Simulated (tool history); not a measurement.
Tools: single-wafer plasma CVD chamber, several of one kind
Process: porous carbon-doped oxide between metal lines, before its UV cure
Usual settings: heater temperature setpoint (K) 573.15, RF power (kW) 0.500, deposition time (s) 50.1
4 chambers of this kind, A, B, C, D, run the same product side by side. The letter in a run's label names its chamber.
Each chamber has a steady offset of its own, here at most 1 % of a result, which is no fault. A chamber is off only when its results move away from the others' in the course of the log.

run   hour  heater temperature setpoint (K)  RF power (kW)  deposition time (s)  read-back reference wafer on the same gauge, thickness_nm  mean film thickness on the monitor wafer (angstrom)
 1D   10.3                           573.15          0.500                 50.1                                                     240.00                                               2665.7
 2B   18.7                           573.15          0.500                 50.1                                                     240.06                                               2652.8
 3A   29.7                           573.15          0.500                 50.1                                                     240.14                                               2652.3
 4C   43.1                           573.15          0.500                 50.1                                                     240.16                                               2690.1
 5D   56.0                           573.15          0.500                 50.1                                                     240.31                                               2661.2
 6A   64.8                           573.15          0.500                 50.1                                                     240.34                                               2654.8
 7B   73.8                           573.15          0.500                 50.1                                                     240.43                                               2665.3
 8C   80.7                           573.15          0.500                 50.1                                                     240.39                                               2697.1
 9B   88.9                           573.15          0.430                 50.1                                                     240.50                                               2393.0
      92.1  -- chamber A: RF generator calibrated
10C   98.9                           573.15          0.430                 50.1                                                     240.59                                               2420.0
11A  109.3                           573.15          0.430                 50.1                                                     240.59                                               2377.9
12D  122.6                           573.15          0.430                 50.1                                                     240.68                                               2397.0
13A  132.0                           573.15          0.500                 50.1                                                     240.69                                               2656.7
14B  138.8                           573.15          0.500                 50.1                                                     240.69                                               2665.4
15C  149.1                           573.15          0.500                 50.1                                                     240.68                                               2697.2
16D  155.3                           573.15          0.500                 50.1                                                     240.77                                               2674.5
17C  168.4                           573.15          0.500                 50.1                                                     240.83                                               2701.9
18A  181.4                           573.15          0.500                 50.1                                                     240.93                                               2663.4
19D  189.1                           573.15          0.435                 50.1                                                     240.98                                               2431.3
20B  200.3                           573.15          0.435                 50.1                                                     241.11                                               2417.7
21A  208.5                           573.15          0.435                 50.1                                                     241.05                                               2415.6
22B  221.6                           573.15          0.435                 50.1                                                     241.20                                               2418.8
23D  230.6                           573.15          0.500                 56.7                                                     241.18                                               3021.6
24C  242.0                           573.15          0.500                 56.7                                                     241.18                                               3041.9
25A  248.6                           573.15          0.500                 56.7                                                     241.26                                               3017.2
26B  258.7                           573.15          0.500                 56.7                                                     241.39                                               3017.5

All 4 chambers run these settings next. Forecast each chamber's results:
27A  268.6                           573.15          0.500                 50.1                                                                                                               ?
27B  268.6                           573.15          0.500                 50.1                                                                                                               ?
27C  268.6                           573.15          0.500                 50.1                                                                                                               ?
27D  268.6                           573.15          0.500                 50.1                                                                                                               ?

run  mean film thickness on the monitor wafer (angstrom)
27A                                               2660.7
27B                                               2672.6
27C                                               2705.9
27D                                               2680.3
